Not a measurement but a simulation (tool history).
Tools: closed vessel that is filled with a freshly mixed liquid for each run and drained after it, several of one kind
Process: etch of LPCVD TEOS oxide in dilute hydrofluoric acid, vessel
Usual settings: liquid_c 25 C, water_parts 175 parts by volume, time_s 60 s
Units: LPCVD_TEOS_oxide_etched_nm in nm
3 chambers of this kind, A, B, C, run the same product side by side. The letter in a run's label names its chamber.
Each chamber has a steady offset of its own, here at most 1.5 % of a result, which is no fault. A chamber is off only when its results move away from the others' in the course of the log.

run   hour  liquid_c  water_parts  time_s  hours since the thermometer was replaced  hours since the hydrofluoric acid flow meter was replaced  read-back film thickness of the LPCVD TEOS oxide reference wafer, read on the same gauge (nm)  LPCVD_TEOS_oxide_etched_nm
 1B   11.3        25          175      60                                     302.2                                                      420.2                                                                                         49.985                      18.177
 2C     22        25          175      60                                    2113.4                                                      581.6                                                                                         50.002                       18.45
 3A   38.4        25          175      60                                     850.9                                                     1247.6                                                                                         50.011                      18.426
 4A   54.3        25          175      60                                     866.8                                                     1263.5                                                                                         49.985                      18.368
 5B   64.3      29.5          175      40                                     355.2                                                      473.2                                                                                         49.997                      14.421
 6C   73.3      29.5          175      40                                    2164.7                                                      632.9                                                                                         49.998                      14.273
 7A   87.9      29.5          175      40                                     900.4                                                     1297.1                                                                                         50.012                      14.412
 8C  104.6        25          175      60                                      2196                                                      664.2                                                                                         50.022                      18.329
     118.9  -- chamber A: hydrofluoric acid flow meter replaced
 9B  119.4        25          175      60                                     410.3                                                      528.3                                                                                         50.004                      18.227
10B  132.8        25          175      60                                     423.7                                                      541.7                                                                                         49.985                      18.023
11A  147.6        25          175      60                                     960.1                                                       28.8                                                                                         50.003                        18.4
12C  162.4        25          175      60                                    2253.8                                                        722                                                                                         50.033                      18.254
13B  170.5        25          175      60                                     461.4                                                      579.4                                                                                         49.994                      17.991
14C  181.9        25          175      60                                    2273.3                                                      741.5                                                                                         49.995                      18.327
15A  192.7        25          175      60                                    1005.2                                                       73.9                                                                                         50.005                      18.309
16A  203.1        25          175      60                                    1015.6                                                       84.3                                                                                         49.995                      18.246
17B  214.1        25          175      40                                       505                                                        623                                                                                         50.033                      11.955
18C  228.8        25          175      40                                    2320.2                                                      788.4                                                                                         50.017                      12.333
19A  241.2        25          175      40                                    1053.7                                                      122.4                                                                                         49.987                      12.291
20C  255.6        25          175      60                                      2347                                                      815.2                                                                                         50.008                      18.188
21B  270.6        25          175      60                                     561.5                                                      679.5                                                                                         49.996                      18.069
22C  279.8        25          175      60                                    2371.2                                                      839.4                                                                                         49.986                      18.419
23A  293.6        25          175      35                                    1106.1                                                      174.8                                                                                         49.993                      10.567
24B  304.2        25          175      35                                     595.1                                                      713.1                                                                                         49.987                      10.538
     317.3  -- chamber B: thermometer replaced
25B  319.3        25          175      35                                         2                                                      728.2                                                                                         49.981                      10.698
26A  332.1        25          175      60                                    1144.6                                                      213.3                                                                                         49.993                      18.422
27C  345.1        25          175      60                                    2436.5                                                      904.7                                                                                          50.02                      18.096
28B  357.8        25          175      60                                      40.5                                                      766.7                                                                                         50.005                      18.127
29C  371.7        25          175      60                                    2463.1                                                      931.3                                                                                         50.036                      18.078
30A  379.3        25          175      60                                    1191.8                                                      260.5                                                                                         50.011                      18.686
31A    388        25          175      60                                    1200.5                                                      269.2                                                                                         49.978                      18.061
32C  403.4        25          175      60                                    2494.8                                                        963                                                                                         49.989                      18.116
33B  416.4        25          175      60                                      99.1                                                      825.3                                                                                         50.014                      18.394

All 3 chambers run these settings next. Forecast each chamber's results:
34A  428.4        25          175      60                                                                                                                                                                                                                               ?
34B  428.4        25          175      60                                                                                                                                                                                                                               ?
34C  428.4        25          175      60                                                                                                                                                                                                                               ?

run  LPCVD_TEOS_oxide_etched_nm
34A                       18.39
34B                      18.098
34C                      18.286
